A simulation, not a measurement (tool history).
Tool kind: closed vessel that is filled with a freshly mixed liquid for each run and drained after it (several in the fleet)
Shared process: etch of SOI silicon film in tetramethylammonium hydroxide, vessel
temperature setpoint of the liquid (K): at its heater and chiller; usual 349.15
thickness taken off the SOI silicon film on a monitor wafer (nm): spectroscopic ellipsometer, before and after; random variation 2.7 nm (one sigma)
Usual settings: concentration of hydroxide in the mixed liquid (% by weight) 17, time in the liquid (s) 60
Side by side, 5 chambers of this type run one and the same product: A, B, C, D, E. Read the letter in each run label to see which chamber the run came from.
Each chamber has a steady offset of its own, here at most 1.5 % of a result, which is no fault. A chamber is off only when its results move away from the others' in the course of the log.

run,hour,temperature setpoint of the liquid (K),concentration of hydroxide in the mixed liquid (% by weight),time in the liquid (s),hours since the thermometer was replaced,hours since the hydroxide flow meter was replaced,"read-back film thickness of the SOI silicon film reference wafer, read on the same gauge (nm)",thickness taken off the SOI silicon film on a monitor wafer (nm)
1A,13.5,349.15,17,60,44.9,829.6,80.012,505.01
2E,23.2,349.15,17,60,942.1,1607.9,79.983,494.63
3B,29.4,349.15,17,60,954.9,856,79.978,505.91
4D,36.8,349.15,17,60,1515.7,223.4,80.024,498.01
# hour 39.1: chamber A: hydroxide flow meter replaced
5C,49.4,349.15,17,60,1193,639,80.002,497.95
6E,59.5,349.15,17,60,978.4,1644.2,79.982,505.16
7C,66.6,349.15,17,60,1210.2,656.2,79.984,502.1
8D,73.6,349.15,17,60,1552.5,260.2,79.992,496.53
9A,82.6,349.15,17,60,114,43.5,79.968,508.72
10B,94,349.15,17,60,1019.5,920.6,80.006,504.17
11A,100.8,349.15,17,60,132.2,61.7,80.019,505.82
12B,107.7,355.65,17,60,1033.2,934.3,79.983,720.52
13C,115.8,355.65,17,60,1259.4,705.4,79.997,718.31
14D,122.8,355.65,17,60,1601.7,309.4,79.996,711.81
15E,134,355.65,17,60,1052.9,1718.7,80.034,718.44
16D,147.6,355.65,17,60,1626.5,334.2,79.999,710.23
17C,160.7,349.15,17,60,1304.3,750.3,80.005,502.04
18A,168.8,349.15,17,60,200.2,129.7,79.945,509.04
19E,176.7,349.15,17,60,1095.6,1761.4,80.009,503.11
20B,185.9,349.15,19.5,40,1111.4,1012.5,79.997,317.19
21B,194.4,349.15,19.5,40,1119.9,1021,79.99,314.94
# hour 195.1: chamber B: hydroxide flow meter replaced
22D,206.4,349.15,19.5,40,1685.3,393,80.003,313.28
23A,218.6,349.15,19.5,40,250,179.5,80.013,318.77
24C,226.4,349.15,19.5,40,1370,816,80.008,315.77
25E,238.3,349.15,17,60,1157.2,1823,79.994,501.45
26C,246.8,349.15,17,60,1390.4,836.4,80.02,500.98
# hour 255: chamber D: thermometer replaced
27A,260,349.15,17,60,291.4,220.9,80.008,509.86
28E,271.5,349.15,17,60,1190.4,1856.2,79.99,501.03
29B,280.3,349.15,17,60,1205.8,85.3,80.022,507.75
30D,288,352.65,21.5,60,33,474.6,80.003,539.82
31C,299.5,352.65,21.5,60,1443.1,889.1,80.019,551.49

Which is it: a chamber that has drifted or been left off by a service, a gauge drift common to all chambers, or only each chamber's usual small offset? If a chamber is off, name it and its likeliest cause.

Neither any chamber nor the gauge drifts; the chambers differ only by their own small, steady offsets.
